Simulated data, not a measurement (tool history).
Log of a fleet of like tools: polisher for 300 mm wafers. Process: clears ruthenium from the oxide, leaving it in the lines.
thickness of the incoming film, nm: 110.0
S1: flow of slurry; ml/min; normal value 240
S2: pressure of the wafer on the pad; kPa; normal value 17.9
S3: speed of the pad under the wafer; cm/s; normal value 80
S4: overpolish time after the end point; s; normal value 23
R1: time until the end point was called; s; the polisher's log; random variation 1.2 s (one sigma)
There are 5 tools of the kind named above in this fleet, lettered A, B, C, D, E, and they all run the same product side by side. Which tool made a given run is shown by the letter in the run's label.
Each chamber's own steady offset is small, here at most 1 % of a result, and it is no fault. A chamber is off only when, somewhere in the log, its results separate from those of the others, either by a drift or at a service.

run,hour,S1,S2,S3,S4,R1
# hour 4.2: chamber D: worn pad replaced by a new one
# hour 4.5: chamber A: worn pad replaced by a new one
1E,5.3,240,17.9,80,23,93.013
2B,12.2,240,17.9,80,23,89.567
# hour 19.7: chamber C: slurry nozzle cleaned
# hour 20.1: chamber C: worn pad replaced by a new one
3D,22.1,240,17.9,80,23,91.027
4C,28.1,240,17.9,80,23,90.144
# hour 32.9: chamber E: worn pad replaced by a new one
5A,38.7,240,17.9,80,23,91.314
# hour 40.1: chamber E: head pressure recalibrated
6D,47.5,240,17.9,80,23,91.42
7C,55,240,17.9,80,23,92.919
8B,61.7,240,24.1,80,23,67.331
# hour 71.9: chamber D: worn pad replaced by a new one
9E,73,240,24.1,80,23,68.177
10A,79.4,240,24.1,80,23,67.844
11E,90.6,240,24.1,80,23,68.147
12C,100.2,240,24.1,80,23,67.297
# hour 108.5: chamber C: worn pad replaced by a new one
13D,111.4,240,17.9,80,23,92.844
# hour 112.8: chamber B: worn pad replaced by a new one
14B,118.9,240,17.9,80,23,91.089
# hour 119.1: chamber A: slurry nozzle cleaned
# hour 128: chamber E: slurry nozzle cleaned
# hour 129.7: chamber D: worn pad replaced by a new one
15A,130.7,240,17.9,80,23,91.446
16C,138.8,240,17.9,80,23,92.186
# hour 146.3: chamber A: worn pad replaced by a new one
17A,146.8,240,17.9,80,23,92.183
# hour 147.6: chamber E: worn pad replaced by a new one
# hour 156.7: chamber C: head pressure recalibrated
18B,157.9,240,17.9,80,23,91.351
19E,164.2,240,17.9,80,23,94.126
# hour 168: chamber B: slurry nozzle cleaned
20D,172.7,240,17.9,80,23,93.733
21D,183.2,240,17.9,80,23,93.127
# hour 188: chamber C: worn pad replaced by a new one
22E,193.6,240,17.9,80,23,92.581
# hour 199: chamber D: worn pad replaced by a new one
23B,203.3,240,17.9,80,23,93.512
24C,213.4,240,17.9,80,23,103.45
25A,222.1,240,17.9,80,23,91.03
26B,228.3,240,17.9,80,23,92.929
27E,233.8,240,17.9,80,23,92.33
28D,242.5,240,17.9,80,23,92.504
29A,253.4,240,17.9,80,23,89.324
# hour 262.2: chamber A: worn pad replaced by a new one
30C,265,240,17.9,80,23,104.59
31C,275.3,240,17.9,80,23,104.5
# hour 282.9: chamber E: worn pad replaced by a new one
32E,283,240,17.9,80,23,91.783
33A,293.1,240,17.9,80,23,91.975

All 5 chambers run these settings next. Forecast each chamber's results:
34A,301.5,300,17.9,80,23,?
34B,301.5,300,17.9,80,23,?
34C,301.5,300,17.9,80,23,?
34D,301.5,300,17.9,80,23,?
34E,301.5,300,17.9,80,23,?

run,R1
34A,88.41
34B,90.894
34C,104.75
34D,89.9
34E,90.551

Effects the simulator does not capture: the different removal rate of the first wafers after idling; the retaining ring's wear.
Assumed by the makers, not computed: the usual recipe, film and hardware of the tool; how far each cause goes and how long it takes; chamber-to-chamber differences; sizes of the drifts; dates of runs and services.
